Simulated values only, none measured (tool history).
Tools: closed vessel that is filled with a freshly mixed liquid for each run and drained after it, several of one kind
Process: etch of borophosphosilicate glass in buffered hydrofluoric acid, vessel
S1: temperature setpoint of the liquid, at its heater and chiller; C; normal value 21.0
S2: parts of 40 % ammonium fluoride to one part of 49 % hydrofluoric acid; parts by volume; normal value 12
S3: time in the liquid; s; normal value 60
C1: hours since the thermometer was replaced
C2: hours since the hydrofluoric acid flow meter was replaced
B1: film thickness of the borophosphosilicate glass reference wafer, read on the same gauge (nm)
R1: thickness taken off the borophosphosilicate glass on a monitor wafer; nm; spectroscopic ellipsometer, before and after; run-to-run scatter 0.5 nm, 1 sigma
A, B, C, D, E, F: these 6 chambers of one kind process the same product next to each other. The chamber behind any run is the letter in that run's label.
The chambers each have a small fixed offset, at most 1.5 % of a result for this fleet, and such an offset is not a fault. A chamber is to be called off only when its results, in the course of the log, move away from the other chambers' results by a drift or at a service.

Run 1F, hour 15.5: usual settings; C1 81.6; C2 559.6; B1 120.01. Result: R1 52.783 nm.
Run 2A, hour 24.4: usual settings; C1 1858.6; C2 1725.1; B1 120.03. Result: R1 52.274 nm.
Run 3B, hour 31.5: usual settings; C1 103.6; C2 622.8; B1 120.01. Result: R1 52.357 nm.
Run 4D, hour 40.8: usual settings; C1 1850.8; C2 914.6; B1 120.01. Result: R1 53.228 nm.
Run 5C, hour 54.9: usual settings; C1 1374.1; C2 1435.9; B1 120.00. Result: R1 52.979 nm.
At hour 61.8: chamber D: thermometer replaced.
Run 6E, hour 69.6: usual settings; C1 393.5; C2 642.4; B1 120.00. Result: R1 52.423 nm.
Run 7B, hour 77.1: usual settings but S1 25.5 C, S2 8 parts by volume; C1 149.2; C2 668.4; B1 120.01. Result: R1 98.345 nm.
Run 8D, hour 84.6: usual settings but S1 25.5 C, S2 8 parts by volume; C1 22.9; C2 958.4; B1 120.01. Result: R1 98.910 nm.
At hour 93.8: chamber A: hydrofluoric acid flow meter replaced.
Run 9C, hour 94.6: usual settings but S1 25.5 C, S2 8 parts by volume; C1 1413.8; C2 1475.6; B1 120.00. Result: R1 98.275 nm.
Run 10E, hour 107.4: usual settings but S1 25.5 C, S2 8 parts by volume; C1 431.3; C2 680.2; B1 120.01. Result: R1 100.330 nm.
At hour 113.2: chamber B: hydrofluoric acid flow meter replaced.
Run 11A, hour 115.8: usual settings but S1 25.5 C, S2 8 parts by volume; C1 1950.0; C2 22.1; B1 119.99. Result: R1 97.188 nm.
Run 12F, hour 122.8: usual settings but S1 25.5 C, S2 8 parts by volume; C1 188.9; C2 666.9; B1 119.98. Result: R1 101.410 nm.
Run 13F, hour 130.7: usual settings; C1 196.8; C2 674.8; B1 120.02. Result: R1 53.830 nm.
Run 14E, hour 144.8: usual settings; C1 468.7; C2 717.6; B1 119.98. Result: R1 53.153 nm.
Run 15C, hour 154.3: usual settings; C1 1473.5; C2 1535.3; B1 120.00. Result: R1 53.429 nm.
Run 16A, hour 164.3: usual settings; C1 1998.5; C2 70.6; B1 119.95. Result: R1 52.479 nm.
Run 17D, hour 174.4: usual settings; C1 112.7; C2 1048.2; B1 120.02. Result: R1 52.626 nm.
Run 18B, hour 185.2: usual settings; C1 257.3; C2 72.0; B1 120.01. Result: R1 52.313 nm.
Run 19A, hour 192.4: usual settings; C1 2026.6; C2 98.7; B1 120.00. Result: R1 53.125 nm.
Run 20C, hour 206.3: usual settings; C1 1525.5; C2 1587.3; B1 120.02. Result: R1 53.188 nm.
Run 21D, hour 219.9: usual settings but S1 23.0 C, S2 16 parts by volume; C1 158.2; C2 1093.7; B1 120.01. Result: R1 44.019 nm.
Run 22B, hour 228.4: usual settings but S1 23.0 C, S2 16 parts by volume; C1 300.5; C2 115.2; B1 120.02. Result: R1 44.469 nm.
Run 23E, hour 241.7: usual settings but S1 23.0 C, S2 16 parts by volume; C1 565.6; C2 814.5; B1 120.00. Result: R1 45.304 nm.
At hour 250.3: chamber A: thermometer replaced.
Run 24F, hour 250.6: usual settings but S1 23.0 C, S2 16 parts by volume; C1 316.7; C2 794.7; B1 120.02. Result: R1 46.773 nm.
Run 25D, hour 263.2: usual settings but S1 23.0 C, S2 16 parts by volume; C1 201.5; C2 1137.0; B1 120.03. Result: R1 43.144 nm.
Run 26B, hour 270.2: usual settings but S1 23.0 C, S2 16 parts by volume; C1 342.3; C2 157.0; B1 119.97. Result: R1 43.883 nm.
Run 27A, hour 279.0: usual settings; C1 28.7; C2 185.3; B1 120.01. Result: R1 52.957 nm.
Run 28E, hour 294.3: usual settings; C1 618.2; C2 867.1; B1 120.01. Result: R1 53.782 nm.
Run 29C, hour 305.5: usual settings; C1 1624.7; C2 1686.5; B1 120.01. Result: R1 53.016 nm.
Run 30F, hour 319.8: usual settings; C1 385.9; C2 863.9; B1 120.02. Result: R1 55.994 nm.
Run 31B, hour 332.9: usual settings; C1 405.0; C2 219.7; B1 120.03. Result: R1 52.002 nm.
Run 32E, hour 347.4: usual settings; C1 671.3; C2 920.2; B1 120.02. Result: R1 54.033 nm.
Run 33D, hour 362.1: usual settings; C1 300.4; C2 1235.9; B1 119.99. Result: R1 53.410 nm.
Run 34A, hour 371.1: usual settings; C1 120.8; C2 277.4; B1 120.04. Result: R1 52.742 nm.
Run 35C, hour 382.2: usual settings; C1 1701.4; C2 1763.2; B1 120.02. Result: R1 51.554 nm.
Run 36F, hour 395.8: usual settings; C1 461.9; C2 939.9; B1 120.03. Result: R1 57.609 nm.
Run 37F, hour 409.5: usual settings but S2 15 parts by volume, S3 45 s; C1 475.6; C2 953.6; B1 120.00. Result: R1 34.239 nm.
Run 38D, hour 419.3: usual settings but S2 15 parts by volume, S3 45 s; C1 357.6; C2 1293.1; B1 120.00. Result: R1 32.110 nm.
Run 39B, hour 426.7: usual settings but S2 15 parts by volume, S3 45 s; C1 498.8; C2 313.5; B1 120.00. Result: R1 31.745 nm.
Run 40E, hour 441.6: usual settings but S2 15 parts by volume, S3 45 s; C1 765.5; C2 1014.4; B1 120.02. Result: R1 32.044 nm.

All 6 chambers run these settings next. Forecast each chamber's results:
Run 41A, hour 452.8: usual settings. Result: R1 ?.
Run 41B, hour 452.8: usual settings. Result: R1 ?.
Run 41C, hour 452.8: usual settings. Result: R1 ?.
Run 41D, hour 452.8: usual settings. Result: R1 ?.
Run 41E, hour 452.8: usual settings. Result: R1 ?.
Run 41F, hour 452.8: usual settings. Result: R1 ?.

run      R1
41A  52.582
41B  53.068
41C  53.156
41D  53.219
41E  52.602
41F  58.381
